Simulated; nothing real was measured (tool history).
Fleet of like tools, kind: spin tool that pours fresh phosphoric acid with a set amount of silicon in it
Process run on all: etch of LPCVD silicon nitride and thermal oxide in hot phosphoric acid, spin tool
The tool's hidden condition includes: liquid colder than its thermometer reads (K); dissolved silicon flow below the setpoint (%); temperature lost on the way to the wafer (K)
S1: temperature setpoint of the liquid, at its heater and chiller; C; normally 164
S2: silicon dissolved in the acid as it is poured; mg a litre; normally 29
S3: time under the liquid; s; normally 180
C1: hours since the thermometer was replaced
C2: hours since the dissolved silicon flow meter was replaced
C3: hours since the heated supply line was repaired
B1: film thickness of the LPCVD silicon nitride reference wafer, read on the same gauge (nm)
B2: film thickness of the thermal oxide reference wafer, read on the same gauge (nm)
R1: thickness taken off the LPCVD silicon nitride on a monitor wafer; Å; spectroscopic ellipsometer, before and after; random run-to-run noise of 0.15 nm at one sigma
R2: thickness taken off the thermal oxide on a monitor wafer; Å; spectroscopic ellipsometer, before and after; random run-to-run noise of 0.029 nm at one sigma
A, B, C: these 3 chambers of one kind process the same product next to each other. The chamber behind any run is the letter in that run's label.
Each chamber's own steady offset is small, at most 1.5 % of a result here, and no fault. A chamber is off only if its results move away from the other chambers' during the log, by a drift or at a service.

run 1C hour=7.3 | S1=164 S2=29 S3=180 | C1=204.9 C2=1814.7 C3=2519 | B1=110.01 B2=49.999 | R1=175.51 R2=3.2467
run 2A hour=15.6 | S1=164 S2=29 S3=180 | C1=1041.8 C2=538.4 C3=1238.5 | B1=110 B2=50.001 | R1=175.48 R2=3.0478
run 3B hour=23 | S1=164 S2=29 S3=180 | C1=2186.5 C2=572.4 C3=346.5 | B1=109.99 B2=50.008 | R1=172.29 R2=2.8992
run 4A hour=31.6 | S1=164 S2=29 S3=180 | C1=1057.8 C2=554.4 C3=1254.5 | B1=110 B2=50.016 | R1=173.45 R2=3.1864
run 5C hour=39 | S1=164 S2=29 S3=180 | C1=236.6 C2=1846.4 C3=2550.7 | B1=109.99 B2=50.002 | R1=174.61 R2=2.7606
run 6B hour=50 | S1=164 S2=29 S3=180 | C1=2213.5 C2=599.4 C3=373.5 | B1=109.98 B2=49.998 | R1=172.69 R2=2.9555
-- hour=56.8 chamber C: dissolved silicon flow meter replaced
run 7C hour=59.8 | S1=164 S2=29 S3=180 | C1=257.4 C2=3 C3=2571.5 | B1=109.99 B2=49.981 | R1=175.41 R2=3.2366
run 8B hour=70.1 | S1=164 S2=29 S3=180 | C1=2233.6 C2=619.5 C3=393.6 | B1=109.99 B2=49.996 | R1=175.27 R2=3.6064
run 9A hour=77.2 | S1=164 S2=29 S3=180 | C1=1103.4 C2=600 C3=1300.1 | B1=110 B2=49.983 | R1=173.51 R2=2.797
run 10B hour=83.9 | S1=164 S2=29 S3=180 | C1=2247.4 C2=633.3 C3=407.4 | B1=110 B2=49.979 | R1=174 R2=3.2223
run 11A hour=90.3 | S1=164 S2=29 S3=180 | C1=1116.5 C2=613.1 C3=1313.2 | B1=110 B2=49.994 | R1=175.56 R2=3.3623
run 12C hour=101.1 | S1=164 S2=16.5 S3=180 | C1=298.7 C2=44.3 C3=2612.8 | B1=109.99 B2=49.976 | R1=170.16 R2=4.2906
run 13A hour=109.8 | S1=164 S2=16.5 S3=180 | C1=1136 C2=632.6 C3=1332.7 | B1=109.98 B2=50.023 | R1=174.17 R2=4.901
run 14C hour=119.1 | S1=164 S2=16.5 S3=180 | C1=316.7 C2=62.3 C3=2630.8 | B1=110.01 B2=49.97 | R1=165.85 R2=5.1628
run 15B hour=127 | S1=167 S2=29 S3=135 | C1=2290.5 C2=676.4 C3=450.5 | B1=110 B2=49.995 | R1=144.07 R2=3.5125
run 16A hour=136.8 | S1=167 S2=29 S3=135 | C1=1163 C2=659.6 C3=1359.7 | B1=110.01 B2=49.991 | R1=146.2 R2=2.5563
run 17B hour=146 | S1=167 S2=29 S3=135 | C1=2309.5 C2=695.4 C3=469.5 | B1=110 B2=49.982 | R1=142.31 R2=2.2933
run 18C hour=152.5 | S1=164 S2=29 S3=180 | C1=350.1 C2=95.7 C3=2664.2 | B1=110.01 B2=49.98 | R1=166.91 R2=3.0731
run 19B hour=161.5 | S1=164 S2=29 S3=180 | C1=2325 C2=710.9 C3=485 | B1=110.01 B2=49.973 | R1=174.48 R2=2.9709
run 20C hour=170.9 | S1=164 S2=29 S3=180 | C1=368.5 C2=114.1 C3=2682.6 | B1=109.99 B2=50.009 | R1=165.68 R2=2.8731
run 21A hour=181.8 | S1=164 S2=29 S3=180 | C1=1208 C2=704.6 C3=1404.7 | B1=110.01 B2=49.987 | R1=173.58 R2=2.735
run 22C hour=188.5 | S1=164 S2=29 S3=180 | C1=386.1 C2=131.7 C3=2700.2 | B1=110.01 B2=50.006 | R1=162.32 R2=2.8957
run 23B hour=195.1 | S1=164 S2=29 S3=180 | C1=2358.6 C2=744.5 C3=518.6 | B1=109.99 B2=49.992 | R1=174.88 R2=2.8035
run 24A hour=202.3 | S1=164 S2=29 S3=180 | C1=1228.5 C2=725.1 C3=1425.2 | B1=109.99 B2=50.034 | R1=176.31 R2=3.2202
run 25B hour=209.4 | S1=164 S2=29 S3=180 | C1=2372.9 C2=758.8 C3=532.9 | B1=109.99 B2=50.01 | R1=176.92 R2=2.7245
run 26C hour=214.8 | S1=164 S2=29 S3=180 | C1=412.4 C2=158 C3=2726.5 | B1=109.99 B2=49.978 | R1=161.07 R2=2.4454

One chamber off, gauge drift, or nothing amiss beyond the chambers' own small offsets? If it is a chamber, which one, and what is the likeliest cause?

Little by little, chamber C moves away from the other chambers.
Most likely cause: temperature lost on the way to the wafer (K) = 2.79.
The log may not separate it from: liquid colder than its thermometer reads (K).

Chamber C could run next with any of the 4 candidate recipes listed below; each alters the usual settings, and their results appear as question marks. Which one brings its results back in line with what the other chambers deliver on the usual settings?
A result is in line if it is within this distance of the other chambers' mean on the usual settings: R1 5.3 Å; R2 0.99 Å
run 27C-1 hour=223 | S1=164 S2=32.5 S3=155 | R1=? R2=?
run 27C-2 hour=223 | S1=164 S2=26.5 S3=195 | R1=? R2=?
run 27C-3 hour=223 | S1=164 S2=25 S3=210 | R1=? R2=?
run 27C-4 hour=223 | S1=164 S2=31.5 S3=165 | R1=? R2=?

The mean the other chambers reach with the usual settings: R1 175.06 Å; R2 3.1649 Å
run=27C-1 R1=137.61 R2=2.0401
run=27C-2 R1=173.12 R2=3.251
run=27C-3 R1=186.44 R2=3.6853
run=27C-4 R1=146.49 R2=2.2682
With 27C-2, the chamber falls back in line with the rest.
